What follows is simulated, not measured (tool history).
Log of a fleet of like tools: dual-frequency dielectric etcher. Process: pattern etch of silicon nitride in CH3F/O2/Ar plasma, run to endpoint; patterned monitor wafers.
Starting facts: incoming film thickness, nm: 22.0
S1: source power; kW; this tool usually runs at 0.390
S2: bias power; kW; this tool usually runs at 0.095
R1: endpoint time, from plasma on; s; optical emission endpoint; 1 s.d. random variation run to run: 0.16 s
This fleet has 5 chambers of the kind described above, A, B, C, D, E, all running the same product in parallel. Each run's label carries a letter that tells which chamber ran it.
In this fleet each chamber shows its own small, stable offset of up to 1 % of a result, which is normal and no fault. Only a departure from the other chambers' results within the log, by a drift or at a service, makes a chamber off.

Run 1B, hour 6.1: usual settings. Result: R1 29.310 s.
Run 2D, hour 13.1: usual settings. Result: R1 29.363 s.
Run 3E, hour 19.4: usual settings. Result: R1 28.808 s.
Run 4A, hour 24.8: usual settings. Result: R1 29.369 s.
Run 5C, hour 32.4: usual settings. Result: R1 29.170 s.
Run 6E, hour 37.2: usual settings but S1 0.300 kW. Result: R1 31.767 s.
Run 7C, hour 42.3: usual settings but S1 0.300 kW. Result: R1 32.486 s.
Run 8B, hour 45.8: usual settings but S1 0.300 kW. Result: R1 32.173 s.
Run 9D, hour 51.2: usual settings but S1 0.300 kW. Result: R1 32.134 s.
Run 10A, hour 56.9: usual settings but S1 0.300 kW. Result: R1 32.387 s.
Run 11B, hour 61.6: usual settings. Result: R1 29.352 s.
Run 12E, hour 67.2: usual settings. Result: R1 28.713 s.
Run 13C, hour 70.9: usual settings but S2 0.111 kW. Result: R1 27.815 s.
Run 14D, hour 78.4: usual settings but S2 0.111 kW. Result: R1 27.484 s.
Run 15A, hour 84.7: usual settings but S2 0.111 kW. Result: R1 27.495 s.
Run 16B, hour 90.8: usual settings but S2 0.111 kW. Result: R1 27.734 s.
At hour 96.0: chamber C: wet clean of the chamber.
Run 17D, hour 96.6: usual settings but S2 0.111 kW. Result: R1 27.399 s.
Run 18C, hour 100.8: usual settings. Result: R1 29.438 s.
Run 19A, hour 105.9: usual settings. Result: R1 28.993 s.
Run 20E, hour 113.5: usual settings. Result: R1 29.235 s.
Run 21D, hour 117.9: usual settings. Result: R1 29.334 s.
Run 22B, hour 123.1: usual settings but S2 0.077 kW. Result: R1 31.410 s.
Run 23E, hour 130.4: usual settings but S2 0.077 kW. Result: R1 31.507 s.
Run 24A, hour 134.9: usual settings but S2 0.077 kW. Result: R1 31.400 s.
Run 25C, hour 140.9: usual settings but S2 0.077 kW. Result: R1 31.678 s.
Run 26B, hour 148.2: usual settings but S2 0.077 kW. Result: R1 31.389 s.
Run 27E, hour 152.2: usual settings. Result: R1 29.488 s.
Run 28C, hour 157.9: usual settings. Result: R1 29.297 s.
Run 29A, hour 165.1: usual settings. Result: R1 29.420 s.
Run 30D, hour 171.1: usual settings. Result: R1 29.402 s.
Run 31D, hour 178.7: usual settings. Result: R1 29.162 s.
Run 32C, hour 183.2: usual settings. Result: R1 29.151 s.
Run 33E, hour 188.2: usual settings. Result: R1 29.792 s.
Run 34A, hour 193.2: usual settings. Result: R1 29.220 s.
Run 35B, hour 198.3: usual settings. Result: R1 29.087 s.
Run 36D, hour 205.5: usual settings. Result: R1 29.110 s.
At hour 209.0: chamber E: source power generator calibrated.
Run 37C, hour 212.4: usual settings. Result: R1 29.341 s.
Run 38A, hour 215.9: usual settings. Result: R1 29.170 s.
Run 39B, hour 223.3: usual settings but S1 0.490 kW, S2 0.105 kW. Result: R1 25.868 s.
At hour 230.0: chamber A: source power generator calibrated.
Run 40E, hour 230.8: usual settings but S1 0.490 kW, S2 0.105 kW. Result: R1 26.872 s.
Run 41A, hour 236.3: usual settings but S1 0.490 kW, S2 0.105 kW. Result: R1 26.056 s.

All 5 chambers run these settings next. Forecast each chamber's results:
Run 42A, hour 241.9: usual settings but S1 0.440 kW. Result: R1 ?.
Run 42B, hour 241.9: usual settings but S1 0.440 kW. Result: R1 ?.
Run 42C, hour 241.9: usual settings but S1 0.440 kW. Result: R1 ?.
Run 42D, hour 241.9: usual settings but S1 0.440 kW. Result: R1 ?.
Run 42E, hour 241.9: usual settings but S1 0.440 kW. Result: R1 ?.

run      R1
42A  27.978
42B  28.125
42C  27.933
42D  27.821
42E  29.131
